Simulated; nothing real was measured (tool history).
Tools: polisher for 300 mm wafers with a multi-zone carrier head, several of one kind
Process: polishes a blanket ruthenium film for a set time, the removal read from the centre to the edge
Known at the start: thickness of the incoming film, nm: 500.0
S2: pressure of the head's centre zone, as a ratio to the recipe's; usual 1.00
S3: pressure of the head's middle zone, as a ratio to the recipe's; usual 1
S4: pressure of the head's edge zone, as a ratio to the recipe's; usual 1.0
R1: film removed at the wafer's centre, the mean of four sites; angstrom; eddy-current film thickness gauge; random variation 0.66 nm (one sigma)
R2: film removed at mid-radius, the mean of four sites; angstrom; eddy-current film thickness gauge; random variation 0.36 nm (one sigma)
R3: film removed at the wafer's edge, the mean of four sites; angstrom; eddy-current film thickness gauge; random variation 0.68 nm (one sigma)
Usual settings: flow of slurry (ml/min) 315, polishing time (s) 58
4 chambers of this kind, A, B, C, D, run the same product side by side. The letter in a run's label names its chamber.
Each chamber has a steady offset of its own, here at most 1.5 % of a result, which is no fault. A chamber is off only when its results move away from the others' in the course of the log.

At day 0.129: chamber A: worn pad replaced by a new one.
Run 1D, day 0.312: usual settings. Result: R1 536.65 angstrom, R2 537.62 angstrom, R3 543.02 angstrom.
Run 2C, day 0.779: usual settings. Result: R1 532.09 angstrom, R2 533.84 angstrom, R3 530.68 angstrom.
Run 3B, day 1.175: usual settings. Result: R1 536.57 angstrom, R2 529.82 angstrom, R3 536.00 angstrom.
Run 4A, day 1.708: usual settings. Result: R1 543.13 angstrom, R2 536.85 angstrom, R3 538.68 angstrom.
At day 1.758: chamber C: worn pad replaced by a new one.
Run 5C, day 2.146: usual settings. Result: R1 540.07 angstrom, R2 541.95 angstrom, R3 526.79 angstrom.
At day 2.483: chamber D: worn pad replaced by a new one.
At day 2.588: chamber A: centre zone pressure recalibrated.
Run 6B, day 2.683: usual settings. Result: R1 529.15 angstrom, R2 526.57 angstrom, R3 530.83 angstrom.
At day 2.921: chamber A: worn pad replaced by a new one.
Run 7D, day 3.275: usual settings. Result: R1 541.19 angstrom, R2 548.09 angstrom, R3 554.02 angstrom.
At day 3.667: chamber A: slurry nozzle cleaned.
Run 8A, day 3.888: usual settings. Result: R1 537.46 angstrom, R2 539.90 angstrom, R3 533.21 angstrom.
Run 9D, day 4.492: usual settings. Result: R1 548.92 angstrom, R2 545.39 angstrom, R3 538.82 angstrom.
Run 10A, day 4.900: usual settings. Result: R1 529.09 angstrom, R2 540.14 angstrom, R3 536.96 angstrom.
Run 11B, day 5.221: usual settings. Result: R1 521.73 angstrom, R2 505.58 angstrom, R3 525.09 angstrom.
At day 5.571: chamber A: worn pad replaced by a new one.
At day 5.733: chamber B: slurry nozzle cleaned.
Run 12C, day 5.858: usual settings. Result: R1 526.36 angstrom, R2 535.11 angstrom, R3 535.23 angstrom.
At day 6.479: chamber C: worn pad replaced by a new one.
Run 13A, day 6.512: usual settings. Result: R1 541.54 angstrom, R2 547.09 angstrom, R3 533.28 angstrom.
At day 6.658: chamber A: edge zone pressure recalibrated.
At day 6.725: chamber B: edge zone pressure recalibrated.
Run 14C, day 7.154: usual settings. Result: R1 538.06 angstrom, R2 533.18 angstrom, R3 527.70 angstrom.
At day 7.392: chamber D: worn pad replaced by a new one.
Run 15B, day 7.675: usual settings but S2 1.04. Result: R1 535.98 angstrom, R2 500.87 angstrom, R3 515.38 angstrom.
Run 16D, day 8.062: usual settings but S2 1.04. Result: R1 556.56 angstrom, R2 537.63 angstrom, R3 530.83 angstrom.
At day 8.154: chamber C: slurry nozzle cleaned.
Run 17D, day 8.571: usual settings but S2 1.04. Result: R1 546.20 angstrom, R2 539.48 angstrom, R3 530.37 angstrom.
At day 8.762: chamber A: worn pad replaced by a new one.
At day 9.067: chamber C: centre zone pressure recalibrated.
Run 18A, day 9.188: usual settings but S2 1.04. Result: R1 554.00 angstrom, R2 537.36 angstrom, R3 534.40 angstrom.
Run 19C, day 9.804: usual settings. Result: R1 528.24 angstrom, R2 541.07 angstrom, R3 533.44 angstrom.
Run 20B, day 10.225: usual settings. Result: R1 497.29 angstrom, R2 487.01 angstrom, R3 487.22 angstrom.
Run 21C, day 10.796: usual settings but S4 0.9. Result: R1 523.31 angstrom, R2 533.71 angstrom, R3 502.91 angstrom.
Run 22B, day 11.221: usual settings but S4 0.9. Result: R1 485.54 angstrom, R2 480.24 angstrom, R3 469.35 angstrom.
At day 11.362: chamber D: worn pad replaced by a new one.
Run 23A, day 11.638: usual settings but S4 0.9. Result: R1 532.84 angstrom, R2 542.06 angstrom, R3 499.24 angstrom.
Run 24D, day 12.158: usual settings but S4 0.9. Result: R1 531.63 angstrom, R2 538.36 angstrom, R3 508.63 angstrom.

Next, every chamber runs the same settings. What will each give?
Run 25A, day 12.646: usual settings. Result: R1 ?, R2 ?, R3 ?.
Run 25B, day 12.646: usual settings. Result: R1 ?, R2 ?, R3 ?.
Run 25C, day 12.646: usual settings. Result: R1 ?, R2 ?, R3 ?.
Run 25D, day 12.646: usual settings. Result: R1 ?, R2 ?, R3 ?.

run      R1      R2      R3
25A  529.04  542.46  533.89
25B  478.70  479.61  482.01
25C  538.13  535.98  520.80
25D  535.69  542.79  545.32
